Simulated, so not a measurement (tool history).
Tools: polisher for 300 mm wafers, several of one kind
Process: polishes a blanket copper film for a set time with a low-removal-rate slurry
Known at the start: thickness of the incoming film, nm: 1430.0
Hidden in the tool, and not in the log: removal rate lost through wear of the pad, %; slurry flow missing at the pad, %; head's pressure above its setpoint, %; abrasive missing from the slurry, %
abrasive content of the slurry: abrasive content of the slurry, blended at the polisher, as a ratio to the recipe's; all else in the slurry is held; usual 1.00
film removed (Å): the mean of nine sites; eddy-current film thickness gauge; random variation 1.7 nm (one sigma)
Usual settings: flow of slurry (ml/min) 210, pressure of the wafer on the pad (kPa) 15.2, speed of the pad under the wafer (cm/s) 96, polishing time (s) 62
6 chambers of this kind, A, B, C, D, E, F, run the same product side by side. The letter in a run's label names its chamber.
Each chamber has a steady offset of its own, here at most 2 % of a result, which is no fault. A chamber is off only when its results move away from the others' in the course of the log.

run,hour,flow of slurry (ml/min),pressure of the wafer on the pad (kPa),speed of the pad under the wafer (cm/s),abrasive content of the slurry,polishing time (s),wafers polished on this pad,hours since the slurry nozzle was cleaned,hours since the head pressure was calibrated,hours since the slurry blender was calibrated,film removed (Å)
1F,2.5,210,15.2,96,1.00,62,713,19.7,129.3,77.8,1545.9
2E,5.0,210,15.2,96,1.00,62,363,442.4,587.0,29.6,1566.4
3C,7.4,210,15.2,96,1.00,62,329,111.9,191.7,14.8,1522.5
4A,11.2,210,15.2,96,1.00,62,344,46.5,813.6,364.3,1510.2
5B,13.5,210,15.2,96,1.00,62,805,269.6,177.9,338.3,1540.6
6D,16.0,210,15.2,96,1.15,62,235,219.8,733.0,365.3,1550.2
7F,20.2,210,15.2,96,1.15,62,917,37.4,147.0,95.5,1578.8
# hour 23.0: chamber A: worn pad replaced by a new one
8D,24.6,210,15.2,96,1.15,62,334,228.4,741.6,373.9,1569.8
9E,28.7,210,15.2,96,1.15,62,636,466.1,610.7,53.3,1593.1
# hour 30.6: chamber E: worn pad replaced by a new one
10B,32.2,210,15.2,96,1.15,62,1021,288.3,196.6,357.0,1577.6
11C,35.2,210,15.2,96,1.15,62,649,139.7,219.5,42.6,1569.4
# hour 38.7: chamber A: slurry blender recalibrated
12A,38.7,210,13.1,96,1.00,62,181,74.0,841.1,0.1,1302.4
# hour 40.7: chamber C: worn pad replaced by a new one
13C,41.1,210,13.1,96,1.00,62,4,145.6,225.4,48.5,1320.6
# hour 41.9: chamber A: head pressure recalibrated
14E,43.7,210,13.1,96,1.00,62,151,481.1,625.7,68.3,1342.9
15A,46.4,210,13.1,96,1.00,62,269,81.7,4.5,7.8,1290.1
# hour 46.5: chamber E: head pressure recalibrated
16F,50.1,210,13.1,96,1.00,62,1261,67.3,176.9,125.4,1308.0
17D,53.7,210,13.1,96,1.00,62,669,257.5,770.7,403.0,1343.9
18B,57.8,210,15.2,96,1.00,62,1315,313.9,222.2,382.6,1521.3
19B,60.1,210,15.2,96,1.00,62,1342,316.2,224.5,384.9,1526.4
20E,62.0,210,15.2,96,1.00,62,362,499.4,15.6,86.6,1755.2
21D,64.2,210,15.2,96,1.00,62,790,268.0,781.2,413.5,1552.9
# hour 64.4: chamber A: worn pad replaced by a new one
22F,66.8,210,15.2,96,1.00,62,1454,84.0,193.6,142.1,1516.2
# hour 70.3: chamber D: slurry blender recalibrated
23A,70.7,280,15.2,70,1.00,62,73,106.0,28.8,32.1,1155.0
# hour 72.3: chamber D: worn pad replaced by a new one
# hour 72.9: chamber B: worn pad replaced by a new one
24C,72.9,280,15.2,70,1.00,62,370,177.4,257.2,80.3,1160.0
# hour 74.2: chamber E: slurry blender recalibrated
25D,75.9,280,15.2,70,1.00,62,42,279.7,792.9,5.6,1164.4
# hour 79.5: chamber F: worn pad replaced by a new one
26B,79.6,280,15.2,70,1.00,62,77,335.7,244.0,404.4,1145.8
27E,83.0,280,15.2,70,1.00,62,604,520.4,36.6,8.9,1302.6
# hour 85.7: chamber E: worn pad replaced by a new one
28F,86.9,280,15.2,70,1.00,62,85,104.1,213.7,162.2,1152.8
29A,89.4,210,15.2,96,1.00,62,289,124.7,47.5,50.8,1515.4
30C,91.3,210,15.2,96,1.00,62,582,195.8,275.6,98.7,1542.4
31F,94.7,210,15.2,128,1.00,73,175,111.9,221.5,170.0,2408.4
32C,97.4,210,15.2,128,1.00,73,652,201.9,281.7,104.8,2415.8
33B,99.7,210,15.2,128,1.00,73,309,355.8,264.1,424.5,2440.8
34D,102.9,210,15.2,128,1.00,73,352,306.7,819.9,32.6,2394.7
35A,106.1,210,15.2,128,1.00,73,481,141.4,64.2,67.5,2436.1
36E,109.5,210,15.2,128,1.00,73,274,546.9,63.1,35.4,2759.1
# hour 111.3: chamber A: worn pad replaced by a new one
37E,112.7,210,15.2,96,1.00,62,311,550.1,66.3,38.6,1731.5
38F,116.0,210,15.2,80,0.75,62,420,133.2,242.8,191.3,1201.8
39C,119.5,210,15.2,80,0.75,62,907,224.0,303.8,126.9,1224.0
40D,121.8,210,15.2,80,0.75,62,570,325.6,838.8,51.5,1192.1
41B,124.0,210,15.2,80,0.75,62,589,380.1,288.4,448.8,1189.4
42A,127.6,210,15.2,80,0.75,62,188,162.9,85.7,89.0,1183.0

Next, every chamber runs the same settings. What will each give?
43A,130.7,210,15.2,96,1.00,62,,,,,?
43B,130.7,210,15.2,96,1.00,62,,,,,?
43C,130.7,210,15.2,96,1.00,62,,,,,?
43D,130.7,210,15.2,96,1.00,62,,,,,?
43E,130.7,210,15.2,96,1.00,62,,,,,?
43F,130.7,210,15.2,96,1.00,62,,,,,?

run,film removed (Å)
43A,1533.5
43B,1529.8
43C,1553.5
43D,1515.8
43E,1753.5
43F,1520.3

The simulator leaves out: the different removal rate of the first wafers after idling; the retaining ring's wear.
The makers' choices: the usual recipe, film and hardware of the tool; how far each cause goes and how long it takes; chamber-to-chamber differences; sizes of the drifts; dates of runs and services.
